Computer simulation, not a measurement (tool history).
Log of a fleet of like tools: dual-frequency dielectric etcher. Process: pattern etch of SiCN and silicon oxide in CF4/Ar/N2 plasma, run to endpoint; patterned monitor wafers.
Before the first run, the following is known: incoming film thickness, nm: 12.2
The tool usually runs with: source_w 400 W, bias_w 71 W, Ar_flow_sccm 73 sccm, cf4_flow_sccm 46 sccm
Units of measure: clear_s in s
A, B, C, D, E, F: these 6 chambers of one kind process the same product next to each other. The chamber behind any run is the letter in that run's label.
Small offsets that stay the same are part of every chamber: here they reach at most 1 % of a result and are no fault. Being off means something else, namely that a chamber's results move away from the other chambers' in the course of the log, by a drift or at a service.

run 1E hour=4.4 | source_w=400 bias_w=71 Ar_flow_sccm=73 cf4_flow_sccm=46 | clear_s=15.799
run 2A hour=11.0 | source_w=400 bias_w=71 Ar_flow_sccm=73 cf4_flow_sccm=46 | clear_s=16.176
run 3F hour=17.4 | source_w=400 bias_w=71 Ar_flow_sccm=73 cf4_flow_sccm=46 | clear_s=16.001
run 4C hour=21.2 | source_w=400 bias_w=71 Ar_flow_sccm=73 cf4_flow_sccm=46 | clear_s=16.040
run 5B hour=26.1 | source_w=400 bias_w=71 Ar_flow_sccm=73 cf4_flow_sccm=46 | clear_s=16.335
run 6D hour=30.3 | source_w=400 bias_w=71 Ar_flow_sccm=73 cf4_flow_sccm=46 | clear_s=16.021
run 7B hour=33.3 | source_w=400 bias_w=71 Ar_flow_sccm=73 cf4_flow_sccm=46 | clear_s=16.114
run 8C hour=40.0 | source_w=400 bias_w=71 Ar_flow_sccm=73 cf4_flow_sccm=46 | clear_s=16.021
run 9E hour=45.6 | source_w=400 bias_w=71 Ar_flow_sccm=73 cf4_flow_sccm=46 | clear_s=15.959
run 10F hour=51.5 | source_w=400 bias_w=71 Ar_flow_sccm=73 cf4_flow_sccm=46 | clear_s=16.060
run 11D hour=56.2 | source_w=400 bias_w=71 Ar_flow_sccm=73 cf4_flow_sccm=46 | clear_s=16.092
-- hour=60.9 chamber F: wet clean of the chamber
run 12A hour=62.6 | source_w=400 bias_w=71 Ar_flow_sccm=73 cf4_flow_sccm=46 | clear_s=16.136
-- hour=67.9 chamber E: wet clean of the chamber
run 13F hour=68.2 | source_w=400 bias_w=71 Ar_flow_sccm=73 cf4_flow_sccm=46 | clear_s=16.227
run 14E hour=71.9 | source_w=400 bias_w=71 Ar_flow_sccm=73 cf4_flow_sccm=46 | clear_s=15.919
run 15A hour=77.7 | source_w=400 bias_w=71 Ar_flow_sccm=73 cf4_flow_sccm=46 | clear_s=15.986
run 16B hour=83.4 | source_w=400 bias_w=71 Ar_flow_sccm=73 cf4_flow_sccm=46 | clear_s=16.145
run 17D hour=86.9 | source_w=400 bias_w=71 Ar_flow_sccm=73 cf4_flow_sccm=46 | clear_s=15.915
run 18C hour=90.6 | source_w=400 bias_w=71 Ar_flow_sccm=73 cf4_flow_sccm=46 | clear_s=16.131
run 19E hour=95.9 | source_w=400 bias_w=71 Ar_flow_sccm=73 cf4_flow_sccm=46 | clear_s=15.918
run 20A hour=102.1 | source_w=310 bias_w=58 Ar_flow_sccm=73 cf4_flow_sccm=46 | clear_s=21.792
run 21C hour=108.4 | source_w=310 bias_w=58 Ar_flow_sccm=73 cf4_flow_sccm=46 | clear_s=21.252
run 22F hour=112.8 | source_w=310 bias_w=58 Ar_flow_sccm=73 cf4_flow_sccm=46 | clear_s=21.599
run 23D hour=116.9 | source_w=310 bias_w=58 Ar_flow_sccm=73 cf4_flow_sccm=46 | clear_s=21.706
run 24B hour=123.0 | source_w=310 bias_w=58 Ar_flow_sccm=73 cf4_flow_sccm=46 | clear_s=21.592
run 25A hour=129.2 | source_w=310 bias_w=58 Ar_flow_sccm=73 cf4_flow_sccm=46 | clear_s=21.775
run 26F hour=132.1 | source_w=400 bias_w=71 Ar_flow_sccm=73 cf4_flow_sccm=46 | clear_s=16.032
run 27B hour=135.4 | source_w=400 bias_w=71 Ar_flow_sccm=73 cf4_flow_sccm=46 | clear_s=16.071
run 28C hour=138.6 | source_w=400 bias_w=71 Ar_flow_sccm=73 cf4_flow_sccm=46 | clear_s=16.063
run 29E hour=144.5 | source_w=400 bias_w=71 Ar_flow_sccm=73 cf4_flow_sccm=41 | clear_s=16.208
run 30D hour=149.6 | source_w=400 bias_w=71 Ar_flow_sccm=73 cf4_flow_sccm=41 | clear_s=16.359
run 31C hour=155.2 | source_w=400 bias_w=71 Ar_flow_sccm=73 cf4_flow_sccm=41 | clear_s=16.200
run 32E hour=158.8 | source_w=400 bias_w=71 Ar_flow_sccm=73 cf4_flow_sccm=41 | clear_s=15.984
run 33B hour=163.6 | source_w=400 bias_w=71 Ar_flow_sccm=73 cf4_flow_sccm=41 | clear_s=16.554
run 34D hour=168.6 | source_w=400 bias_w=71 Ar_flow_sccm=73 cf4_flow_sccm=41 | clear_s=16.353
run 35A hour=173.8 | source_w=400 bias_w=71 Ar_flow_sccm=73 cf4_flow_sccm=46 | clear_s=16.009
run 36F hour=179.5 | source_w=480 bias_w=71 Ar_flow_sccm=73 cf4_flow_sccm=46 | clear_s=13.822
run 37A hour=184.2 | source_w=480 bias_w=71 Ar_flow_sccm=73 cf4_flow_sccm=46 | clear_s=13.877
run 38E hour=188.4 | source_w=480 bias_w=71 Ar_flow_sccm=73 cf4_flow_sccm=46 | clear_s=13.435
run 39F hour=193.8 | source_w=480 bias_w=71 Ar_flow_sccm=73 cf4_flow_sccm=46 | clear_s=13.819
run 40C hour=198.8 | source_w=480 bias_w=71 Ar_flow_sccm=73 cf4_flow_sccm=46 | clear_s=13.685
run 41B hour=202.1 | source_w=480 bias_w=71 Ar_flow_sccm=73 cf4_flow_sccm=46 | clear_s=13.892
run 42D hour=205.5 | source_w=400 bias_w=71 Ar_flow_sccm=73 cf4_flow_sccm=46 | clear_s=16.016
run 43C hour=211.4 | source_w=400 bias_w=71 Ar_flow_sccm=73 cf4_flow_sccm=46 | clear_s=15.984

Is one chamber off against the others, does the gauge drift, or is nothing wrong? If a chamber is off, say which, and what the likeliest cause is.

No chamber is off and the gauge is stable; the differences are just each chamber's small, constant offset.
